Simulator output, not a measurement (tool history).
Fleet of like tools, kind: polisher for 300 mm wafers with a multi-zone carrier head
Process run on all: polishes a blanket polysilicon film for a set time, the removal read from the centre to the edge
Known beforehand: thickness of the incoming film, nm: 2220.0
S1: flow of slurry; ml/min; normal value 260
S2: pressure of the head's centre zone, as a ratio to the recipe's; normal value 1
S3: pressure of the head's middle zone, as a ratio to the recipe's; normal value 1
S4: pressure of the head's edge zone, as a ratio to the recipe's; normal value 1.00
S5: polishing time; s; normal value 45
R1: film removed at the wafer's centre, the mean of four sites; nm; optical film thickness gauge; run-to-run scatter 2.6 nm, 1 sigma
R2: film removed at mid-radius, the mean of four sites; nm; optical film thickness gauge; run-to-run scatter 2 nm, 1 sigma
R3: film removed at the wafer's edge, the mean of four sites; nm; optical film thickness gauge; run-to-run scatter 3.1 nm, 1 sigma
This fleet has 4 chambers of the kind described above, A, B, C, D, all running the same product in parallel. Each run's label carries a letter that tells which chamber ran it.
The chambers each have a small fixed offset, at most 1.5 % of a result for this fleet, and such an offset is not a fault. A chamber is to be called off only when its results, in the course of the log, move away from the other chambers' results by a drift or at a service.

| run | hour | S1 | S2 | S3 | S4 | S5 | R1 | R2 | R3 |
|---|---|---|---|---|---|---|---|---|---|
| 1C | 4.1 | 260 | 1 | 1 | 1.00 | 45 | 250.13 | 245.38 | 250.53 |
| 2B | 9.0 | 260 | 1 | 1 | 1.00 | 45 | 243.92 | 248.52 | 250.20 |
|  | 9.2 | chamber A: worn pad replaced by a new one |
|  | 13.6 | chamber B: worn pad replaced by a new one |
| 3D | 15.6 | 260 | 1 | 1 | 1.00 | 45 | 250.74 | 246.45 | 246.47 |
| 4A | 21.0 | 260 | 1 | 1 | 1.00 | 45 | 245.70 | 242.34 | 254.10 |
| 5C | 26.6 | 260 | 1 | 1 | 1.00 | 45 | 245.86 | 248.65 | 241.10 |
| 6D | 32.1 | 260 | 1 | 1 | 1.00 | 45 | 248.71 | 248.08 | 249.77 |
| 7B | 36.3 | 260 | 1 | 1 | 1.00 | 45 | 247.89 | 244.57 | 250.00 |
| 8A | 39.7 | 260 | 1 | 1 | 1.00 | 45 | 245.57 | 244.75 | 243.80 |
|  | 43.0 | chamber C: worn pad replaced by a new one |
| 9B | 45.5 | 260 | 1 | 1 | 1.00 | 45 | 244.35 | 248.74 | 249.12 |
| 10C | 49.0 | 260 | 1 | 1 | 1.00 | 45 | 247.16 | 246.67 | 247.63 |
|  | 50.2 | chamber D: worn pad replaced by a new one |
| 11D | 54.9 | 260 | 1 | 1 | 1.00 | 45 | 246.98 | 247.60 | 247.68 |
|  | 55.4 | chamber B: slurry nozzle cleaned |
| 12A | 60.3 | 260 | 1 | 1 | 1.00 | 45 | 245.57 | 245.82 | 247.80 |
|  | 61.6 | chamber B: worn pad replaced by a new one |
| 13A | 66.8 | 260 | 1 | 1 | 1.00 | 45 | 244.93 | 245.17 | 245.12 |
| 14C | 72.4 | 260 | 1 | 1 | 1.00 | 45 | 245.49 | 245.77 | 244.42 |
|  | 78.7 | chamber D: centre zone pressure recalibrated |
|  | 79.0 | chamber C: centre zone pressure recalibrated |
| 15D | 79.4 | 260 | 1 | 1 | 1.00 | 45 | 219.37 | 247.05 | 245.71 |
| 16B | 86.0 | 260 | 1 | 1 | 1.00 | 45 | 244.91 | 248.21 | 243.48 |
|  | 89.4 | chamber A: worn pad replaced by a new one |
| 17C | 91.7 | 260 | 1 | 1 | 1.00 | 45 | 246.88 | 246.70 | 241.86 |
| 18B | 97.8 | 260 | 1 | 1 | 1.00 | 45 | 243.81 | 247.01 | 249.80 |
|  | 98.8 | chamber B: worn pad replaced by a new one |
| 19A | 102.5 | 260 | 1 | 1 | 1.00 | 45 | 247.69 | 245.60 | 250.05 |
|  | 106.4 | chamber C: worn pad replaced by a new one |
| 20D | 108.2 | 260 | 1 | 1 | 1.00 | 45 | 225.58 | 246.73 | 247.53 |
| 21A | 111.7 | 340 | 1 | 1 | 1.00 | 45 | 254.25 | 247.98 | 253.79 |
| 22D | 119.1 | 340 | 1 | 1 | 1.00 | 45 | 229.78 | 254.33 | 250.81 |
| 23C | 122.7 | 340 | 1 | 1 | 1.00 | 45 | 252.15 | 254.86 | 256.67 |
| 24B | 129.9 | 340 | 1 | 1 | 1.00 | 45 | 250.80 | 254.04 | 247.90 |
| 25D | 137.4 | 260 | 1 | 1 | 1.00 | 45 | 221.49 | 249.42 | 250.88 |
|  | 138.6 | chamber D: worn pad replaced by a new one |
|  | 142.3 | chamber B: worn pad replaced by a new one |
| 26B | 144.6 | 260 | 1 | 1 | 1.00 | 45 | 247.27 | 246.41 | 248.21 |
| 27C | 148.5 | 260 | 1 | 1 | 1.00 | 45 | 246.06 | 246.33 | 249.07 |
| 28A | 154.8 | 260 | 1 | 1 | 1.00 | 45 | 249.50 | 244.98 | 247.29 |
| 29D | 160.0 | 260 | 1 | 1 | 1.00 | 45 | 216.43 | 249.45 | 244.49 |
| 30A | 166.5 | 260 | 1 | 1 | 1.04 | 55 | 298.18 | 293.45 | 304.44 |
|  | 169.5 | chamber C: worn pad replaced by a new one |
| 31C | 169.8 | 260 | 1 | 1 | 1.04 | 55 | 302.54 | 302.77 | 309.36 |

All 4 chambers run these settings next. Forecast each chamber's results:
| 32A | 175.2 | 260 | 1 | 1 | 1.00 | 45 | ? | ? | ? |
| 32B | 175.2 | 260 | 1 | 1 | 1.00 | 45 | ? | ? | ? |
| 32C | 175.2 | 260 | 1 | 1 | 1.00 | 45 | ? | ? | ? |
| 32D | 175.2 | 260 | 1 | 1 | 1.00 | 45 | ? | ? | ? |

| run | R1 | R2 | R3 |
|---|---|---|---|
| 32A | 250.18 | 242.53 | 247.07 |
| 32B | 243.73 | 247.49 | 254.00 |
| 32C | 250.69 | 249.47 | 251.09 |
| 32D | 222.31 | 250.24 | 247.92 |
